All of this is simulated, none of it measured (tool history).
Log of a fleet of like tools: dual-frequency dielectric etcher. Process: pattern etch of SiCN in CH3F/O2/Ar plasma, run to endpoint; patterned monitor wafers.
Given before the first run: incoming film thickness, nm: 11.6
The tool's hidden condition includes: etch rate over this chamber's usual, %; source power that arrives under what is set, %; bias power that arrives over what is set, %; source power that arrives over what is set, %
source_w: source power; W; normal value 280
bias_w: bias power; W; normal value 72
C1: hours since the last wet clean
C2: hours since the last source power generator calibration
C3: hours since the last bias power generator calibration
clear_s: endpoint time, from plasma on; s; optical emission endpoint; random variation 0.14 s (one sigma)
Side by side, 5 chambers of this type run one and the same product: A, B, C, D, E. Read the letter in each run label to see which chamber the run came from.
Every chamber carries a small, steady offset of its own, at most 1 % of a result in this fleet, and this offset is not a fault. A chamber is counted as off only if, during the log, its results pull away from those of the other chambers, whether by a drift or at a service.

run 1C hour=9.0 | source_w=280 bias_w=72 | C1=146.5 C2=102.2 C3=2219.9 | clear_s=35.035
run 2D hour=16.0 | source_w=280 bias_w=72 | C1=335.7 C2=1832.0 C3=2898.4 | clear_s=35.269
run 3E hour=23.8 | source_w=280 bias_w=72 | C1=398.1 C2=1578.2 C3=488.1 | clear_s=35.155
run 4B hour=29.8 | source_w=280 bias_w=72 | C1=314.4 C2=1710.3 C3=136.9 | clear_s=34.907
run 5A hour=35.6 | source_w=280 bias_w=72 | C1=248.5 C2=2941.8 C3=886.2 | clear_s=35.384
run 6B hour=45.2 | source_w=280 bias_w=72 | C1=329.8 C2=1725.7 C3=152.3 | clear_s=34.962
run 7C hour=53.5 | source_w=280 bias_w=72 | C1=191.0 C2=146.7 C3=2264.4 | clear_s=34.991
run 8D hour=59.2 | source_w=280 bias_w=72 | C1=378.9 C2=1875.2 C3=2941.6 | clear_s=35.280
run 9E hour=66.4 | source_w=240 bias_w=60 | C1=440.7 C2=1620.8 C3=530.7 | clear_s=39.805
run 10A hour=75.6 | source_w=240 bias_w=60 | C1=288.5 C2=2981.8 C3=926.2 | clear_s=40.162
run 11C hour=85.8 | source_w=240 bias_w=60 | C1=223.3 C2=179.0 C3=2296.7 | clear_s=39.735
run 12B hour=93.7 | source_w=240 bias_w=60 | C1=378.3 C2=1774.2 C3=200.8 | clear_s=39.658
run 13E hour=100.1 | source_w=240 bias_w=60 | C1=474.4 C2=1654.5 C3=564.4 | clear_s=39.867
run 14D hour=106.5 | source_w=280 bias_w=72 | C1=426.2 C2=1922.5 C3=2988.9 | clear_s=34.979
run 15A hour=111.7 | source_w=280 bias_w=72 | C1=324.6 C2=3017.9 C3=962.3 | clear_s=35.070
-- hour=117.1 chamber D: wet clean of the chamber
run 16C hour=122.9 | source_w=310 bias_w=56 | C1=260.4 C2=216.1 C3=2333.8 | clear_s=36.913
run 17E hour=131.8 | source_w=310 bias_w=56 | C1=506.1 C2=1686.2 C3=596.1 | clear_s=37.019
run 18D hour=137.0 | source_w=310 bias_w=56 | C1=19.9 C2=1953.0 C3=3019.4 | clear_s=36.955
run 19B hour=146.0 | source_w=310 bias_w=56 | C1=430.6 C2=1826.5 C3=253.1 | clear_s=36.798
run 20A hour=155.5 | source_w=310 bias_w=56 | C1=368.4 C2=3061.7 C3=1006.1 | clear_s=36.634
run 21B hour=163.6 | source_w=250 bias_w=72 | C1=448.2 C2=1844.1 C3=270.7 | clear_s=36.364
-- hour=170.8 chamber E: wet clean of the chamber
run 22A hour=173.2 | source_w=250 bias_w=72 | C1=386.1 C2=3079.4 C3=1023.8 | clear_s=35.940
run 23D hour=178.8 | source_w=250 bias_w=72 | C1=61.7 C2=1994.8 C3=3061.2 | clear_s=36.709
run 24C hour=184.1 | source_w=250 bias_w=72 | C1=321.6 C2=277.3 C3=2395.0 | clear_s=36.656
run 25E hour=192.6 | source_w=250 bias_w=72 | C1=21.8 C2=1747.0 C3=656.9 | clear_s=36.716
run 26C hour=198.1 | source_w=280 bias_w=72 | C1=335.6 C2=291.3 C3=2409.0 | clear_s=34.866
run 27D hour=207.6 | source_w=280 bias_w=72 | C1=90.5 C2=2023.6 C3=3090.0 | clear_s=34.972
run 28B hour=215.3 | source_w=320 bias_w=72 | C1=499.9 C2=1895.8 C3=322.4 | clear_s=33.795
run 29A hour=225.4 | source_w=320 bias_w=72 | C1=438.3 C2=3131.6 C3=1076.0 | clear_s=32.449
run 30E hour=235.1 | source_w=320 bias_w=72 | C1=64.3 C2=1789.5 C3=699.4 | clear_s=33.495
run 31C hour=243.6 | source_w=320 bias_w=72 | C1=381.1 C2=336.8 C3=2454.5 | clear_s=33.181
run 32D hour=251.9 | source_w=320 bias_w=72 | C1=134.8 C2=2067.9 C3=3134.3 | clear_s=33.316
run 33A hour=262.3 | source_w=280 bias_w=72 | C1=475.2 C2=3168.5 C3=1112.9 | clear_s=34.261
run 34B hour=272.8 | source_w=280 bias_w=72 | C1=557.4 C2=1953.3 C3=379.9 | clear_s=35.100
run 35E hour=279.0 | source_w=280 bias_w=72 | C1=108.2 C2=1833.4 C3=743.3 | clear_s=35.310
run 36B hour=285.3 | source_w=280 bias_w=72 | C1=569.9 C2=1965.8 C3=392.4 | clear_s=35.103
run 37C hour=291.4 | source_w=280 bias_w=72 | C1=428.9 C2=384.6 C3=2502.3 | clear_s=35.104

All 5 chambers run these settings next. Forecast each chamber's results:
run 38A hour=299.6 | source_w=310 bias_w=72 | clear_s=?
run 38B hour=299.6 | source_w=310 bias_w=72 | clear_s=?
run 38C hour=299.6 | source_w=310 bias_w=72 | clear_s=?
run 38D hour=299.6 | source_w=310 bias_w=72 | clear_s=?
run 38E hour=299.6 | source_w=310 bias_w=72 | clear_s=?

run=38A clear_s=32.444
run=38B clear_s=33.972
run=38C clear_s=33.959
run=38D clear_s=33.989
run=38E clear_s=34.043
